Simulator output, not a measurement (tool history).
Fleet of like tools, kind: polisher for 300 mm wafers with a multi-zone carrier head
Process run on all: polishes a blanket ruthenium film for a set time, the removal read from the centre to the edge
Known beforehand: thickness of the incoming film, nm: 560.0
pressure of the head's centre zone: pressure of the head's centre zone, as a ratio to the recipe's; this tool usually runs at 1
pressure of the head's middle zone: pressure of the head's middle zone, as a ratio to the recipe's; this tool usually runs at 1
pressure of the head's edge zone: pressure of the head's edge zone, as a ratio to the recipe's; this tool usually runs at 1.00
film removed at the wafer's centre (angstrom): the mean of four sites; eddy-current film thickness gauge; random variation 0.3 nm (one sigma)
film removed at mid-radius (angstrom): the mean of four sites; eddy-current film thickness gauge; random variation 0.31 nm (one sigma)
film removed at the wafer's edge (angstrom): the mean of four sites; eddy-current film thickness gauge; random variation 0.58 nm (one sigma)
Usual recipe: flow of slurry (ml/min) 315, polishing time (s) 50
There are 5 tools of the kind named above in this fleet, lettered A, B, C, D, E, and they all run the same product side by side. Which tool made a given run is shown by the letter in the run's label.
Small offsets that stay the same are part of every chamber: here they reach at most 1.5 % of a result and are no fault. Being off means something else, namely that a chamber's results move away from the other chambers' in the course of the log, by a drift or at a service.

run	day	flow of slurry (ml/min)	pressure of the head's centre zone	pressure of the head's middle zone	pressure of the head's edge zone	polishing time (s)	film removed at the wafer's centre (angstrom)	film removed at mid-radius (angstrom)	film removed at the wafer's edge (angstrom)
# day 0.062: chamber C: slurry nozzle cleaned
# day 0.079: chamber D: edge zone pressure recalibrated
1A	0.408	315	1	1	1.00	50	412.24	410.39	409.01
2B	0.967	315	1	1	1.00	50	402.34	409.55	403.72
# day 1.262: chamber A: worn pad replaced by a new one
3E	1.433	315	1	1	1.00	50	405.37	402.85	409.49
# day 1.571: chamber B: slurry nozzle cleaned
4D	1.958	315	1	1	1.00	50	411.65	413.59	404.29
5C	2.321	315	1	1	1.00	50	410.56	411.29	421.25
6E	2.846	315	1	1	1.00	50	406.27	409.14	401.96
# day 2.954: chamber D: worn pad replaced by a new one
7C	3.342	315	1	1	1.00	50	413.51	416.90	423.64
# day 3.421: chamber E: slurry nozzle cleaned
8B	3.712	315	1	1	1.00	50	404.57	408.52	406.57
# day 3.883: chamber B: worn pad replaced by a new one
9D	4.150	315	1	1	0.91	50	410.63	417.77	386.68
10A	4.617	315	1	1	0.91	50	399.69	408.86	382.51
# day 4.675: chamber E: worn pad replaced by a new one
# day 5.038: chamber C: worn pad replaced by a new one
11C	5.212	315	1	1	0.91	50	403.40	417.95	395.33
12D	5.629	315	1	1	0.91	50	406.12	421.66	385.55
# day 5.658: chamber A: worn pad replaced by a new one
13E	6.025	315	1	1	0.91	50	413.41	412.27	393.28
14B	6.492	355	1	1	1.00	38	310.62	315.15	306.99
15A	6.917	355	1	1	1.00	38	307.91	312.68	307.40
# day 7.346: chamber B: edge zone pressure recalibrated
16E	7.383	355	1	1	1.00	38	312.89	314.42	306.78
# day 7.875: chamber D: worn pad replaced by a new one
17D	7.962	355	1	1	1.00	38	314.30	315.09	313.06
18B	8.554	355	1	1	1.00	38	313.94	313.47	310.14
# day 8.796: chamber B: worn pad replaced by a new one
19A	8.917	315	1	1	1.00	50	397.26	404.45	394.08
20C	9.321	230	1	1	1.00	67	524.74	536.32	539.47
# day 9.500: chamber D: slurry nozzle cleaned
# day 9.767: chamber C: slurry nozzle cleaned
21D	9.879	230	1	1	1.00	67	529.70	534.30	535.47
# day 9.900: chamber A: worn pad replaced by a new one
# day 10.071: chamber C: worn pad replaced by a new one
22C	10.225	230	1	1	1.00	67	537.27	530.03	533.39
23E	10.600	230	1	1	1.00	67	528.91	536.34	522.04
24B	10.958	230	1	1	1.00	67	521.90	529.05	526.67
25A	11.492	315	1	1	1.00	50	391.81	397.76	393.98
# day 11.871: chamber E: worn pad replaced by a new one
# day 11.871: chamber B: slurry nozzle cleaned
# day 11.942: chamber D: worn pad replaced by a new one
26E	12.004	315	1	1	1.00	50	407.33	412.04	413.04
27D	12.325	315	1	1	1.00	50	408.10	415.76	406.05
28C	12.696	265	1	1	1.00	50	401.41	402.57	414.15
# day 12.950: chamber B: worn pad replaced by a new one
29B	13.071	265	1	1	1.00	50	400.97	403.87	409.72
30A	13.546	265	1	1	1.00	50	385.34	384.88	384.24
31E	13.867	265	1	1	1.00	50	404.73	398.07	394.62
32A	14.417	265	1	1	1.00	50	370.41	382.68	385.08
# day 14.900: chamber C: worn pad replaced by a new one
33C	14.983	315	1	1	1.00	50	412.04	411.18	418.29
34D	15.288	315	1	1	1.00	50	411.74	419.10	403.64

For the next run the whole fleet of 5 chambers uses the same settings. Give each chamber's results:
35A	15.712	315	1	1	1.00	50	?	?	?
35B	15.712	315	1	1	1.00	50	?	?	?
35C	15.712	315	1	1	1.00	50	?	?	?
35D	15.712	315	1	1	1.00	50	?	?	?
35E	15.712	315	1	1	1.00	50	?	?	?

run	film removed at the wafer's centre (angstrom)	film removed at mid-radius (angstrom)	film removed at the wafer's edge (angstrom)
35A	383.64	391.94	387.56
35B	407.76	410.75	415.65
35C	412.46	414.07	406.81
35D	416.90	416.05	416.16
35E	409.71	405.41	409.46
